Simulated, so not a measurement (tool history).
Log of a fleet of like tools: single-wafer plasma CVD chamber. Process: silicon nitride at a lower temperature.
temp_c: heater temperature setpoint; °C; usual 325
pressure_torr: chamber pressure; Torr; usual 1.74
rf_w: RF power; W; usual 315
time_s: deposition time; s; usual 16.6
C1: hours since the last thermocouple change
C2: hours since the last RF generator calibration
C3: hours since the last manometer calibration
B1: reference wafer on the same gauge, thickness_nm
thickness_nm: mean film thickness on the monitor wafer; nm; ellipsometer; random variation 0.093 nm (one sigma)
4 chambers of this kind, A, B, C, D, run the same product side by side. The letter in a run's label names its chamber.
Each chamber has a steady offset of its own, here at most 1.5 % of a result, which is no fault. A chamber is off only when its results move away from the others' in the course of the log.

{"run": "1C", "hour": 8.1, "temp_c": 325, "pressure_torr": 1.74, "rf_w": 315, "time_s": 16.6, "C1": 385.1, "C2": 744.2, "C3": 2788.6, "B1": 22.914, "thickness_nm": 21.107}
{"run": "2A", "hour": 13.6, "temp_c": 325, "pressure_torr": 1.74, "rf_w": 315, "time_s": 16.6, "C1": 321.3, "C2": 836.8, "C3": 1126.9, "B1": 22.893, "thickness_nm": 20.697}
{"run": "3B", "hour": 18.8, "temp_c": 325, "pressure_torr": 1.74, "rf_w": 315, "time_s": 16.6, "C1": 393.1, "C2": 1049, "C3": 989.1, "B1": 22.911, "thickness_nm": 20.842}
{"run": "4D", "hour": 27.6, "temp_c": 325, "pressure_torr": 1.74, "rf_w": 315, "time_s": 16.6, "C1": 1175.2, "C2": 181.7, "C3": 374.3, "B1": 22.919, "thickness_nm": 20.779}
{"run": "5A", "hour": 36.3, "temp_c": 325, "pressure_torr": 1.74, "rf_w": 315, "time_s": 16.6, "C1": 344, "C2": 859.5, "C3": 1149.6, "B1": 22.897, "thickness_nm": 20.489}
{"run": "6B", "hour": 41.8, "temp_c": 325, "pressure_torr": 1.74, "rf_w": 315, "time_s": 16.6, "C1": 416.1, "C2": 1072, "C3": 1012.1, "B1": 22.882, "thickness_nm": 20.646}
{"run": "7C", "hour": 50.5, "temp_c": 325, "pressure_torr": 1.74, "rf_w": 315, "time_s": 16.6, "C1": 427.5, "C2": 786.6, "C3": 2831, "B1": 22.912, "thickness_nm": 20.859}
{"run": "8D", "hour": 55.9, "temp_c": 325, "pressure_torr": 1.74, "rf_w": 315, "time_s": 16.6, "C1": 1203.5, "C2": 210, "C3": 402.6, "B1": 22.878, "thickness_nm": 20.789}
{"run": "9D", "hour": 60.6, "temp_c": 312, "pressure_torr": 2.12, "rf_w": 315, "time_s": 16.6, "C1": 1208.2, "C2": 214.7, "C3": 407.3, "B1": 22.916, "thickness_nm": 21.93}
{"run": "10B", "hour": 67.7, "temp_c": 312, "pressure_torr": 2.12, "rf_w": 315, "time_s": 16.6, "C1": 442, "C2": 1097.9, "C3": 1038, "B1": 22.901, "thickness_nm": 22.1}
{"run": "11C", "hour": 71.8, "temp_c": 312, "pressure_torr": 2.12, "rf_w": 315, "time_s": 16.6, "C1": 448.8, "C2": 807.9, "C3": 2852.3, "B1": 22.928, "thickness_nm": 22.049}
{"run": "12A", "hour": 76.2, "temp_c": 312, "pressure_torr": 2.12, "rf_w": 315, "time_s": 16.6, "C1": 383.9, "C2": 899.4, "C3": 1189.5, "B1": 22.884, "thickness_nm": 21.733}
{"run": "13C", "hour": 82.1, "temp_c": 325, "pressure_torr": 1.74, "rf_w": 315, "time_s": 16.6, "C1": 459.1, "C2": 818.2, "C3": 2862.6, "B1": 22.92, "thickness_nm": 20.83}
{"run": "14B", "hour": 89.4, "temp_c": 325, "pressure_torr": 1.74, "rf_w": 315, "time_s": 16.6, "C1": 463.7, "C2": 1119.6, "C3": 1059.7, "B1": 22.889, "thickness_nm": 20.826}
{"run": "15A", "hour": 94.9, "temp_c": 325, "pressure_torr": 1.74, "rf_w": 315, "time_s": 16.6, "C1": 402.6, "C2": 918.1, "C3": 1208.2, "B1": 22.886, "thickness_nm": 20.54}
{"run": "16D", "hour": 100.5, "temp_c": 325, "pressure_torr": 1.74, "rf_w": 315, "time_s": 16.6, "C1": 1248.1, "C2": 254.6, "C3": 447.2, "B1": 22.902, "thickness_nm": 20.97}
{"run": "17A", "hour": 108.0, "temp_c": 325, "pressure_torr": 1.74, "rf_w": 315, "time_s": 16.6, "C1": 415.7, "C2": 931.2, "C3": 1221.3, "B1": 22.905, "thickness_nm": 20.556}
{"run": "18D", "hour": 112.3, "temp_c": 325, "pressure_torr": 1.74, "rf_w": 315, "time_s": 16.6, "C1": 1259.9, "C2": 266.4, "C3": 459, "B1": 22.89, "thickness_nm": 20.749}
{"run": "19C", "hour": 119.2, "temp_c": 325, "pressure_torr": 1.74, "rf_w": 315, "time_s": 16.6, "C1": 496.2, "C2": 855.3, "C3": 2899.7, "B1": 22.891, "thickness_nm": 20.459}
{"run": "20B", "hour": 126.2, "temp_c": 325, "pressure_torr": 1.74, "rf_w": 315, "time_s": 16.6, "C1": 500.5, "C2": 1156.4, "C3": 1096.5, "B1": 22.909, "thickness_nm": 20.869}
{"run": "21C", "hour": 132.8, "temp_c": 325, "pressure_torr": 1.74, "rf_w": 315, "time_s": 16.6, "C1": 509.8, "C2": 868.9, "C3": 2913.3, "B1": 22.905, "thickness_nm": 20.453}
{"hour": 133.5, "done": "chamber C: capacitance manometer re-zeroed and calibrated"}
{"run": "22A", "hour": 136.8, "temp_c": 325, "pressure_torr": 1.74, "rf_w": 315, "time_s": 16.6, "C1": 444.5, "C2": 960, "C3": 1250.1, "B1": 22.892, "thickness_nm": 20.569}
{"run": "23D", "hour": 143.3, "temp_c": 325, "pressure_torr": 1.74, "rf_w": 315, "time_s": 16.6, "C1": 1290.9, "C2": 297.4, "C3": 490, "B1": 22.906, "thickness_nm": 20.796}
{"run": "24B", "hour": 147.9, "temp_c": 325, "pressure_torr": 1.74, "rf_w": 315, "time_s": 16.6, "C1": 522.2, "C2": 1178.1, "C3": 1118.2, "B1": 22.909, "thickness_nm": 20.785}
{"run": "25A", "hour": 154.6, "temp_c": 325, "pressure_torr": 1.74, "rf_w": 315, "time_s": 16.6, "C1": 462.3, "C2": 977.8, "C3": 1267.9, "B1": 22.932, "thickness_nm": 20.6}
{"run": "26D", "hour": 162.3, "temp_c": 312, "pressure_torr": 1.74, "rf_w": 315, "time_s": 16.6, "C1": 1309.9, "C2": 316.4, "C3": 509, "B1": 22.916, "thickness_nm": 20.867}
{"run": "27C", "hour": 166.3, "temp_c": 312, "pressure_torr": 1.74, "rf_w": 315, "time_s": 16.6, "C1": 543.3, "C2": 902.4, "C3": 32.9, "B1": 22.878, "thickness_nm": 20.541}
{"run": "28B", "hour": 174.0, "temp_c": 312, "pressure_torr": 1.74, "rf_w": 315, "time_s": 16.6, "C1": 548.3, "C2": 1204.2, "C3": 1144.3, "B1": 22.885, "thickness_nm": 20.845}
{"run": "29C", "hour": 183.2, "temp_c": 312, "pressure_torr": 1.74, "rf_w": 315, "time_s": 16.6, "C1": 560.2, "C2": 919.3, "C3": 49.8, "B1": 22.91, "thickness_nm": 20.396}
{"run": "30D", "hour": 190.2, "temp_c": 325, "pressure_torr": 1.74, "rf_w": 315, "time_s": 16.6, "C1": 1337.8, "C2": 344.3, "C3": 536.9, "B1": 22.909, "thickness_nm": 20.668}
{"run": "31A", "hour": 199.4, "temp_c": 325, "pressure_torr": 1.74, "rf_w": 315, "time_s": 13.4, "C1": 507.1, "C2": 1022.6, "C3": 1312.7, "B1": 22.893, "thickness_nm": 16.654}
{"run": "32B", "hour": 203.5, "temp_c": 325, "pressure_torr": 1.74, "rf_w": 315, "time_s": 13.4, "C1": 577.8, "C2": 1233.7, "C3": 1173.8, "B1": 22.892, "thickness_nm": 16.774}
{"run": "33C", "hour": 207.8, "temp_c": 325, "pressure_torr": 1.74, "rf_w": 315, "time_s": 13.4, "C1": 584.8, "C2": 943.9, "C3": 74.4, "B1": 22.891, "thickness_nm": 16.252}
{"run": "34B", "hour": 216.4, "temp_c": 325, "pressure_torr": 1.74, "rf_w": 315, "time_s": 13.4, "C1": 590.7, "C2": 1246.6, "C3": 1186.7, "B1": 22.88, "thickness_nm": 16.834}
{"run": "35A", "hour": 224.4, "temp_c": 325, "pressure_torr": 1.74, "rf_w": 315, "time_s": 16.6, "C1": 532.1, "C2": 1047.6, "C3": 1337.7, "B1": 22.921, "thickness_nm": 20.729}
{"run": "36D", "hour": 229.1, "temp_c": 325, "pressure_torr": 1.74, "rf_w": 315, "time_s": 16.6, "C1": 1376.7, "C2": 383.2, "C3": 575.8, "B1": 22.935, "thickness_nm": 20.86}
{"run": "37A", "hour": 237.7, "temp_c": 340, "pressure_torr": 1.74, "rf_w": 315, "time_s": 16.6, "C1": 545.4, "C2": 1060.9, "C3": 1351, "B1": 22.926, "thickness_nm": 20.202}

Is one chamber off against the others, does the gauge drift, or is nothing wrong? If a chamber is off, say which, and what the likeliest cause is.

Chamber C drifts away from the others.
Cause: delivered RF power below the setpoint (%) = 7.03.

Here are 4 candidates for chamber C's next run, each the usual settings with a change, their results left as question marks. Which one brings its results back in line with what the others give on the usual settings?
In line means no further than this from the other chambers' mean on the usual settings: thickness_nm 0.32 nm
{"run": "38C-1", "hour": 244.3, "temp_c": 325, "pressure_torr": 1.71, "rf_w": 305, "time_s": 16, "thickness_nm": "?"}
{"run": "38C-2", "hour": 244.3, "temp_c": 325, "pressure_torr": 1.74, "rf_w": 315, "time_s": 17.6, "thickness_nm": "?"}
{"run": "38C-3", "hour": 244.3, "temp_c": 325, "pressure_torr": 1.72, "rf_w": 310, "time_s": 16.2, "thickness_nm": "?"}
{"run": "38C-4", "hour": 244.3, "temp_c": 325, "pressure_torr": 1.76, "rf_w": 320, "time_s": 17, "thickness_nm": "?"}

The other chambers' mean on the usual settings: thickness_nm 20.732 nm
run=38C-1 thickness_nm=18.838
run=38C-2 thickness_nm=21.284
run=38C-3 thickness_nm=19.318
run=38C-4 thickness_nm=20.85
38C-4 brings the chamber back in line.

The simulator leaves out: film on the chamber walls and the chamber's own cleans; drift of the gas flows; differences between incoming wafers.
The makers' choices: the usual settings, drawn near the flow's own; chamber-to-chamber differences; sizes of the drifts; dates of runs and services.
